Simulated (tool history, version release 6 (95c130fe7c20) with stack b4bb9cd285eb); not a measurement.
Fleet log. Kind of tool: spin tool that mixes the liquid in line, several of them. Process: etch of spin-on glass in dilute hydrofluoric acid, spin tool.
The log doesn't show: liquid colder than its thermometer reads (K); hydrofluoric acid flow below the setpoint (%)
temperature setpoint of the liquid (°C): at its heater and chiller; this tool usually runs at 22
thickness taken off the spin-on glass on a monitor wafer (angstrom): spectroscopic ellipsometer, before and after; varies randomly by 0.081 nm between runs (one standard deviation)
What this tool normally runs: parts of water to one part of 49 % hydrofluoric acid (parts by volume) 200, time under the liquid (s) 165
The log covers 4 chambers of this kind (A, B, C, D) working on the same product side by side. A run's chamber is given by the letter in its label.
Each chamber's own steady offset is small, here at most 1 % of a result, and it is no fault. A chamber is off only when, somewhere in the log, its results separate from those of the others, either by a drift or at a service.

run   hour  temperature setpoint of the liquid (°C)  parts of water to one part of 49 % hydrofluoric acid (parts by volume)  time under the liquid (s)  hours since the thermometer was replaced  hours since the hydrofluoric acid flow meter was replaced  read-back film thickness of the spin-on glass reference wafer, read on the same gauge (nm)  thickness taken off the spin-on glass on a monitor wafer (angstrom)
 1C    9.6                                       22                                                                     200                        165                                      90.8                                                      450.5                                                                                       69.94                                                               228.28
 2D     17                                       22                                                                     200                        165                                     263.4                                                      113.5                                                                                      70.014                                                               230.06
 3B   27.3                                       22                                                                     200                        165                                    1250.9                                                      242.2                                                                                      70.003                                                               228.69
 4A   37.1                                       22                                                                     200                        165                                     276.7                                                       59.6                                                                                      70.002                                                               228.29
 5B   45.9                                       22                                                                     260                        165                                    1269.5                                                      260.8                                                                                      70.027                                                                163.2
 6A   53.8                                       22                                                                     260                        165                                     293.4                                                       76.3                                                                                      69.988                                                               166.25
 7D   63.5                                       22                                                                     260                        165                                     309.9                                                        160                                                                                      69.987                                                               168.41
 8C   74.1                                       22                                                                     260                        165                                     155.3                                                        515                                                                                      69.992                                                               166.69
 9C   85.1                                       22                                                                     200                        165                                     166.3                                                        526                                                                                      69.983                                                               228.82
10A   93.4                                       22                                                                     200                        165                                       333                                                      115.9                                                                                      69.999                                                               226.22
11D  104.5                                       22                                                                     200                        165                                     350.9                                                        201                                                                                      69.979                                                               231.63
12B  115.7                                       22                                                                     200                        165                                    1339.3                                                      330.6                                                                                      70.014                                                               226.62
13D  126.1                                       22                                                                     200                        165                                     372.5                                                      222.6                                                                                      70.005                                                               230.35
14C  135.5                                       22                                                                     200                        165                                     216.7                                                      576.4                                                                                      70.018                                                               229.13
15B  141.3                                       17                                                                     140                        165                                    1364.9                                                      356.2                                                                                      69.948                                                                285.6
16A  152.1                                       17                                                                     140                        165                                     391.7                                                      174.6                                                                                      69.984                                                                279.1
17B    161                                       17                                                                     140                        165                                    1384.6                                                      375.9                                                                                      69.993                                                                284.7
18C  166.7                                       17                                                                     140                        165                                     247.9                                                      607.6                                                                                      70.012                                                               284.83
19A  173.3                                       22                                                                     200                        165                                     412.9                                                      195.8                                                                                      70.007                                                               223.97
20D    184                                       22                                                                     200                        165                                     430.4                                                      280.5                                                                                      70.024                                                               229.92
21D  192.4                                       24                                                                     200                        165                                     438.8                                                      288.9                                                                                      69.969                                                               249.07
22C    198                                       24                                                                     200                        165                                     279.2                                                      638.9                                                                                      70.002                                                               246.44
23B  208.2                                       24                                                                     200                        165                                    1431.8                                                      423.1                                                                                      69.977                                                               246.42
24A  216.4                                       24                                                                     200                        165                                       456                                                      238.9                                                                                      69.996                                                               240.34
25C  222.5                                       22                                                                     200                        195                                     303.7                                                      663.4                                                                                      69.955                                                               269.18
26D  228.8                                       22                                                                     200                        195                                     475.2                                                      325.3                                                                                      69.961                                                               272.31
27A  237.7                                       22                                                                     200                        195                                     477.3                                                      260.2                                                                                      69.974                                                               262.86
28B  245.2                                       22                                                                     200                        195                                    1468.8                                                      460.1                                                                                       70.04                                                               266.68
29B  253.9                                       22                                                                     200                        165                                    1477.5                                                      468.8                                                                                      69.992                                                               227.77
30A  263.9                                       22                                                                     200                        165                                     503.5                                                      286.4                                                                                      69.997                                                               222.08
31C  273.6                                       22                                                                     200                        165                                     354.8                                                      714.5                                                                                      69.998                                                               228.83
32D  281.8                                       22                                                                     200                        210                                     528.2                                                      378.3                                                                                      69.982                                                               292.38
33D    293                                       22                                                                     200                        210                                     539.4                                                      389.5                                                                                      69.984                                                               292.98

Next, all 4 chambers run the settings below, one line each with question marks for the results. What does each chamber give?
34A  301.2                                       22                                                                     125                        165                                                                                                                                                                                                                                                                     ?
34B  301.2                                       22                                                                     125                        165                                                                                                                                                                                                                                                                     ?
34C  301.2                                       22                                                                     125                        165                                                                                                                                                                                                                                                                     ?
34D  301.2                                       22                                                                     125                        165                                                                                                                                                                                                                                                                     ?

run  thickness taken off the spin-on glass on a monitor wafer (angstrom)
34A                                                               378.03
34B                                                               397.66
34C                                                                393.9
34D                                                               398.36
